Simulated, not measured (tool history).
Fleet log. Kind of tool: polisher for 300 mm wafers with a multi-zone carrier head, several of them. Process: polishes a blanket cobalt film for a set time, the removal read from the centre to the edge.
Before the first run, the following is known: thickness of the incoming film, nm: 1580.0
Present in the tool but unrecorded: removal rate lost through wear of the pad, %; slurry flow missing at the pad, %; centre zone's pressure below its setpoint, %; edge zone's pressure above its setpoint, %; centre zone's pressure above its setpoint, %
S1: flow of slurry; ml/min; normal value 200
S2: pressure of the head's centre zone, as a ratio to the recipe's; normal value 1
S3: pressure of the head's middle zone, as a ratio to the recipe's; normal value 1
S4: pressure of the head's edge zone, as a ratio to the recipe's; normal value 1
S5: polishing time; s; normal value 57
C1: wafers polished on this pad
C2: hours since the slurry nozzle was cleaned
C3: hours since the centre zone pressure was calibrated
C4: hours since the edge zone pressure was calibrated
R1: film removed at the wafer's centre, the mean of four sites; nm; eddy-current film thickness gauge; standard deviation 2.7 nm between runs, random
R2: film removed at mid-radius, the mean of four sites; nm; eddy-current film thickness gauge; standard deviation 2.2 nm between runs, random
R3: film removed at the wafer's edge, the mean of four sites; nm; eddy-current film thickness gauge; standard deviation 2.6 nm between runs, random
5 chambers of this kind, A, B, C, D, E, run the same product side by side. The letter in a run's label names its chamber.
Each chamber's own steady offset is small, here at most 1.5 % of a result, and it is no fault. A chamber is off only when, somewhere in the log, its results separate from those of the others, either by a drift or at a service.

run 1E hour=3.9 | S1=200 S2=1 S3=1 S4=1 S5=57 | C1=507 C2=473.3 C3=357.2 C4=214.3 | R1=271.75 R2=273.82 R3=264.36
run 2C hour=6.3 | S1=200 S2=1 S3=1 S4=1 S5=57 | C1=280 C2=357.7 C3=797.5 C4=305.4 | R1=264.99 R2=268.55 R3=270.75
run 3D hour=10.2 | S1=200 S2=1 S3=1 S4=1 S5=57 | C1=409 C2=147.3 C3=1494.7 C4=18.9 | R1=274.76 R2=273.87 R3=268.02
-- hour=11.3 chamber A: edge zone pressure recalibrated
run 4B hour=13.8 | S1=200 S2=1 S3=1 S4=1 S5=57 | C1=408 C2=109.2 C3=658.9 C4=660.5 | R1=271.39 R2=274.82 R3=267.27
run 5A hour=17.7 | S1=200 S2=1 S3=1 S4=1 S5=57 | C1=350 C2=26.9 C3=360.9 C4=6.4 | R1=270.87 R2=267.58 R3=276.57
-- hour=19.9 chamber E: worn pad replaced by a new one
run 6A hour=21.6 | S1=200 S2=1 S3=1 S4=1 S5=57 | C1=389 C2=30.8 C3=364.8 C4=10.3 | R1=267.42 R2=271.59 R3=272.56
-- hour=22.1 chamber D: centre zone pressure recalibrated
run 7E hour=24.5 | S1=200 S2=1 S3=1 S4=1 S5=57 | C1=47 C2=493.9 C3=377.8 C4=234.9 | R1=273.16 R2=273.19 R3=270.11
run 8C hour=27.6 | S1=200 S2=1 S3=1 S4=1 S5=57 | C1=496 C2=379 C3=818.8 C4=326.7 | R1=268.88 R2=272.48 R3=267.89
run 9B hour=29.8 | S1=200 S2=1 S3=1 S4=1 S5=57 | C1=571 C2=125.2 C3=674.9 C4=676.5 | R1=275.2 R2=269.27 R3=273.75
run 10D hour=34 | S1=200 S2=1 S3=1 S4=1 S5=57 | C1=651 C2=171.1 C3=11.9 C4=42.7 | R1=272.8 R2=269.76 R3=268.53
run 11B hour=36 | S1=200 S2=1 S3=1 S4=1 S5=57 | C1=634 C2=131.4 C3=681.1 C4=682.7 | R1=273.5 R2=269 R3=266.98
run 12D hour=38.3 | S1=170 S2=1.06 S3=1 S4=1 S5=57 | C1=695 C2=175.4 C3=16.2 C4=47 | R1=279.6 R2=260.55 R3=263.58
run 13A hour=41.1 | S1=170 S2=1.06 S3=1 S4=1 S5=57 | C1=587 C2=50.3 C3=384.3 C4=29.8 | R1=278.47 R2=262.89 R3=266.82
run 14E hour=44 | S1=170 S2=1.06 S3=1 S4=1 S5=57 | C1=245 C2=513.4 C3=397.3 C4=254.4 | R1=281.38 R2=267.27 R3=265.99
-- hour=46.3 chamber B: worn pad replaced by a new one
run 15C hour=47.2 | S1=170 S2=1.06 S3=1 S4=1 S5=57 | C1=696 C2=398.6 C3=838.4 C4=346.3 | R1=274.32 R2=261.81 R3=265.78
run 16A hour=51.2 | S1=170 S2=1.06 S3=1 S4=1 S5=57 | C1=690 C2=60.4 C3=394.4 C4=39.9 | R1=272.85 R2=264.41 R3=272.02
-- hour=52.1 chamber C: centre zone pressure recalibrated
run 17B hour=54.7 | S1=200 S2=1 S3=1.08 S4=0.89 S5=57 | C1=86 C2=150.1 C3=699.8 C4=701.4 | R1=275.05 R2=294.36 R3=253
-- hour=58 chamber E: centre zone pressure recalibrated
run 18E hour=58.2 | S1=200 S2=1 S3=1.08 S4=0.89 S5=57 | C1=389 C2=527.6 C3=0.3 C4=268.6 | R1=269 R2=293.64 R3=252.56
run 19D hour=62.4 | S1=200 S2=1 S3=1.08 S4=0.89 S5=57 | C1=939 C2=199.5 C3=40.3 C4=71.1 | R1=272.12 R2=292.51 R3=252.14
run 20C hour=64.9 | S1=200 S2=1 S3=1.08 S4=0.89 S5=57 | C1=875 C2=416.3 C3=12.8 C4=364 | R1=289.22 R2=287.5 R3=252.94
-- hour=67.1 chamber E: slurry nozzle cleaned
-- hour=68.1 chamber D: worn pad replaced by a new one
run 21A hour=68.2 | S1=200 S2=1 S3=1.08 S4=0.89 S5=57 | C1=863 C2=77.4 C3=411.4 C4=56.9 | R1=267.35 R2=291.41 R3=256.09
-- hour=69.6 chamber C: worn pad replaced by a new one
run 22E hour=70.4 | S1=200 S2=1 S3=1 S4=1 S5=57 | C1=513 C2=3.3 C3=12.5 C4=280.8 | R1=274.14 R2=274.71 R3=271.71
run 23C hour=72.5 | S1=200 S2=1 S3=1 S4=1 S5=57 | C1=29 C2=423.9 C3=20.4 C4=371.6 | R1=293.63 R2=270.24 R3=276.23
run 24D hour=75.3 | S1=200 S2=1 S3=1 S4=1 S5=57 | C1=73 C2=212.4 C3=53.2 C4=84 | R1=271.62 R2=269.11 R3=267.4
-- hour=77.4 chamber A: worn pad replaced by a new one
run 25B hour=78.4 | S1=200 S2=1 S3=1 S4=1 S5=57 | C1=327 C2=173.8 C3=723.5 C4=725.1 | R1=268.35 R2=266.28 R3=269.2
run 26A hour=80.3 | S1=200 S2=1 S3=1 S4=0.91 S5=65 | C1=29 C2=89.5 C3=423.5 C4=69 | R1=300.94 R2=309.15 R3=291.98
run 27B hour=83.3 | S1=200 S2=1 S3=1 S4=0.91 S5=65 | C1=376 C2=178.7 C3=728.4 C4=730 | R1=310.27 R2=310.72 R3=294.32
run 28D hour=86.4 | S1=200 S2=1 S3=1 S4=0.91 S5=65 | C1=186 C2=223.5 C3=64.3 C4=95.1 | R1=309.14 R2=307.33 R3=290.54
-- hour=90.4 chamber E: worn pad replaced by a new one
run 29E hour=90.7 | S1=200 S2=1 S3=1 S4=0.91 S5=65 | C1=3 C2=23.6 C3=32.8 C4=301.1 | R1=311.26 R2=315.29 R3=294.36
-- hour=91.5 chamber B: centre zone pressure recalibrated
run 30C hour=94.7 | S1=200 S2=1 S3=1 S4=0.91 S5=65 | C1=255 C2=446.1 C3=42.6 C4=393.8 | R1=330.35 R2=308.45 R3=292.48
run 31D hour=97.2 | S1=200 S2=1 S3=1 S4=1 S5=57 | C1=296 C2=234.3 C3=75.1 C4=105.9 | R1=271.65 R2=271.84 R3=270.68
run 32A hour=99.4 | S1=200 S2=1 S3=1 S4=1 S5=57 | C1=223 C2=108.6 C3=442.6 C4=88.1 | R1=272.78 R2=268.87 R3=275.27
run 33C hour=101.4 | S1=200 S2=0.93 S3=1 S4=1 S5=57 | C1=323 C2=452.8 C3=49.3 C4=400.5 | R1=267.75 R2=262.69 R3=265.51
run 34E hour=105.3 | S1=200 S2=0.93 S3=1 S4=1 S5=57 | C1=151 C2=38.2 C3=47.4 C4=315.7 | R1=250.61 R2=272.82 R3=265.28
run 35B hour=109.3 | S1=200 S2=0.93 S3=1 S4=1 S5=57 | C1=640 C2=204.7 C3=17.8 C4=756 | R1=248.58 R2=270.78 R3=266.55

Read the log: is a single chamber off, either drifting away or since a service, is the gauge that measures every chamber drifting, or is nothing wrong beyond small per-chamber offsets? Name any odd chamber and what most likely caused it.

Chamber C came out of a service off from its peers and stayed that way.
What lies behind it: centre zone's pressure above its setpoint, % = 8.06.

Here are 4 candidates for chamber C's next run, each the usual settings with a change, their results left as question marks. Which one brings its results back in line with what the others give on the usual settings?
In-line tolerance around the mean of the other chambers on the usual settings: R1 9.3 nm; R2 7.7 nm; R3 9 nm
run 36C-1 hour=112.4 | S1=200 S2=0.98 S3=1 S4=1 S5=57 | R1=? R2=? R3=?
run 36C-2 hour=112.4 | S1=200 S2=1.02 S3=1 S4=1 S5=57 | R1=? R2=? R3=?
run 36C-3 hour=112.4 | S1=205 S2=1.07 S3=0.98 S4=0.98 S5=57 | R1=? R2=? R3=?
run 36C-4 hour=112.4 | S1=195 S2=0.93 S3=1.02 S4=1.02 S5=57 | R1=? R2=? R3=?

Usual-settings mean across the other chambers: R1 270.14 nm; R2 270.9 nm; R3 270.47 nm
run=36C-1 R1=286.86 R2=268.47 R3=270.57
run=36C-2 R1=299.66 R2=268.41 R3=270.57
run=36C-3 R1=316.89 R2=264.36 R3=268.51
run=36C-4 R1=269.75 R2=272.44 R3=272.58
The answer is 36C-4, which returns the chamber to within the allowed miss of the others.

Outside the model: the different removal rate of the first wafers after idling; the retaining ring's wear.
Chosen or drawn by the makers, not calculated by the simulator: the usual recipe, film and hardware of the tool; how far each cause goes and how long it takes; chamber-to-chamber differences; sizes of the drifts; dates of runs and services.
